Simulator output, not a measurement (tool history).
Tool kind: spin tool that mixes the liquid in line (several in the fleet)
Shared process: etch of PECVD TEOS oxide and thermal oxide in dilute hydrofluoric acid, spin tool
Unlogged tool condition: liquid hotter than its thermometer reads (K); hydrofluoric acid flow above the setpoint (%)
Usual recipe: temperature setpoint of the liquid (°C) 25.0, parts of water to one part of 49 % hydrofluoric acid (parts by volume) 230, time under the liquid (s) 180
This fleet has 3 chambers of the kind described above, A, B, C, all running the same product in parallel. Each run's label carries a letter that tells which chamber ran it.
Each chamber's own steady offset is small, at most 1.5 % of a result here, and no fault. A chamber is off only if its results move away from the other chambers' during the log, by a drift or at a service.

| run | hour | temperature setpoint of the liquid (°C) | parts of water to one part of 49 % hydrofluoric acid (parts by volume) | time under the liquid (s) | hours since the thermometer was replaced | hours since the hydrofluoric acid flow meter was replaced | read-back film thickness of the PECVD TEOS oxide reference wafer, read on the same gauge (nm) | read-back film thickness of the thermal oxide reference wafer, read on the same gauge (nm) | thickness taken off the PECVD TEOS oxide on a monitor wafer (Å) | thickness taken off the thermal oxide on a monitor wafer (Å) |
|---|---|---|---|---|---|---|---|---|---|---|
| 1A | 4.6 | 25.0 | 230 | 180 | 868.8 | 430.4 | 119.99 | 29.995 | 79.438 | 32.749 |
| 2B | 13.5 | 25.0 | 230 | 180 | 1371.6 | 233.4 | 120.01 | 29.991 | 80.270 | 32.612 |
| 3C | 21.7 | 25.0 | 230 | 180 | 588.0 | 1065.7 | 119.99 | 30.010 | 81.045 | 33.058 |
| 4C | 30.1 | 25.0 | 230 | 180 | 596.4 | 1074.1 | 120.00 | 30.016 | 80.800 | 33.246 |
| 5A | 37.9 | 25.0 | 230 | 180 | 902.1 | 463.7 | 120.03 | 29.968 | 78.671 | 32.734 |
| 6B | 43.1 | 25.0 | 230 | 180 | 1401.2 | 263.0 | 120.04 | 30.001 | 80.023 | 33.256 |
| 7A | 47.5 | 22.0 | 230 | 225 | 911.7 | 473.3 | 120.00 | 29.999 | 89.388 | 36.881 |
| 8C | 51.9 | 22.0 | 230 | 225 | 618.2 | 1095.9 | 119.99 | 29.975 | 91.085 | 36.686 |
| 9B | 59.7 | 22.0 | 230 | 225 | 1417.8 | 279.6 | 120.04 | 30.004 | 89.304 | 37.099 |
| 10A | 66.7 | 25.0 | 230 | 180 | 930.9 | 492.5 | 120.06 | 30.015 | 79.366 | 32.425 |
| 11B | 73.7 | 25.0 | 230 | 180 | 1431.8 | 293.6 | 119.96 | 30.007 | 79.690 | 33.097 |
| 12C | 78.5 | 25.0 | 230 | 180 | 644.8 | 1122.5 | 120.01 | 29.961 | 81.010 | 33.254 |
| 13B | 86.2 | 25.0 | 230 | 180 | 1444.3 | 306.1 | 120.02 | 30.004 | 80.149 | 32.210 |
| 14C | 93.4 | 25.0 | 230 | 180 | 659.7 | 1137.4 | 120.04 | 30.004 | 81.231 | 33.398 |
| 15A | 98.4 | 25.0 | 230 | 180 | 962.6 | 524.2 | 119.95 | 29.999 | 80.557 | 32.498 |
| 16A | 108.5 | 25.0 | 230 | 180 | 972.7 | 534.3 | 119.99 | 30.001 | 80.184 | 32.554 |
| 17B | 114.9 | 26.5 | 230 | 180 | 1473.0 | 334.8 | 119.99 | 29.982 | 84.228 | 34.077 |
| 18C | 124.3 | 26.5 | 230 | 180 | 690.6 | 1168.3 | 120.01 | 30.019 | 85.603 | 34.908 |
| 19B | 131.6 | 26.5 | 230 | 180 | 1489.7 | 351.5 | 119.93 | 29.992 | 83.476 | 34.461 |
| 20A | 139.7 | 25.0 | 230 | 180 | 1003.9 | 565.5 | 120.07 | 30.005 | 81.003 | 33.253 |
| 21C | 146.5 | 25.0 | 230 | 180 | 712.8 | 1190.5 | 120.04 | 29.996 | 82.007 | 32.685 |
| 22A | 151.1 | 25.0 | 300 | 80 | 1015.3 | 576.9 | 120.01 | 29.976 | 25.233 | 10.391 |
| 23C | 156.9 | 25.0 | 300 | 80 | 723.2 | 1200.9 | 119.99 | 30.015 | 25.341 | 10.245 |
| 24B | 165.4 | 25.0 | 300 | 80 | 1523.5 | 385.3 | 120.02 | 29.971 | 25.508 | 10.485 |
| 25C | 170.3 | 25.0 | 230 | 180 | 736.6 | 1214.3 | 119.95 | 30.020 | 80.833 | 33.282 |
| 26B | 177.2 | 25.0 | 230 | 180 | 1535.3 | 397.1 | 119.96 | 29.997 | 79.285 | 32.453 |
| 27A | 184.2 | 25.0 | 230 | 180 | 1048.4 | 610.0 | 120.00 | 29.996 | 80.071 | 32.771 |
| 28C | 189.4 | 25.0 | 230 | 180 | 755.7 | 1233.4 | 120.00 | 30.025 | 80.350 | 32.493 |
| 29B | 199.2 | 25.0 | 230 | 180 | 1557.3 | 419.1 | 119.95 | 29.984 | 80.527 | 33.119 |
| 30A | 206.5 | 25.0 | 230 | 180 | 1070.7 | 632.3 | 120.03 | 30.015 | 80.774 | 32.535 |
| 31C | 215.9 | 25.0 | 230 | 180 | 782.2 | 1259.9 | 119.99 | 29.999 | 80.630 | 32.906 |
| 32A | 223.9 | 21.5 | 230 | 115 | 1088.1 | 649.7 | 119.99 | 29.984 | 45.024 | 18.377 |

Next, all 3 chambers run the settings below, one line each with question marks for the results. What does each chamber give?
| 33A | 231.1 | 25.0 | 230 | 180 |  |  |  |  | ? | ? |
| 33B | 231.1 | 25.0 | 230 | 180 |  |  |  |  | ? | ? |
| 33C | 231.1 | 25.0 | 230 | 180 |  |  |  |  | ? | ? |

| run | thickness taken off the PECVD TEOS oxide on a monitor wafer (Å) | thickness taken off the thermal oxide on a monitor wafer (Å) |
|---|---|---|
| 33A | 79.972 | 33.147 |
| 33B | 80.271 | 32.946 |
| 33C | 80.202 | 32.791 |
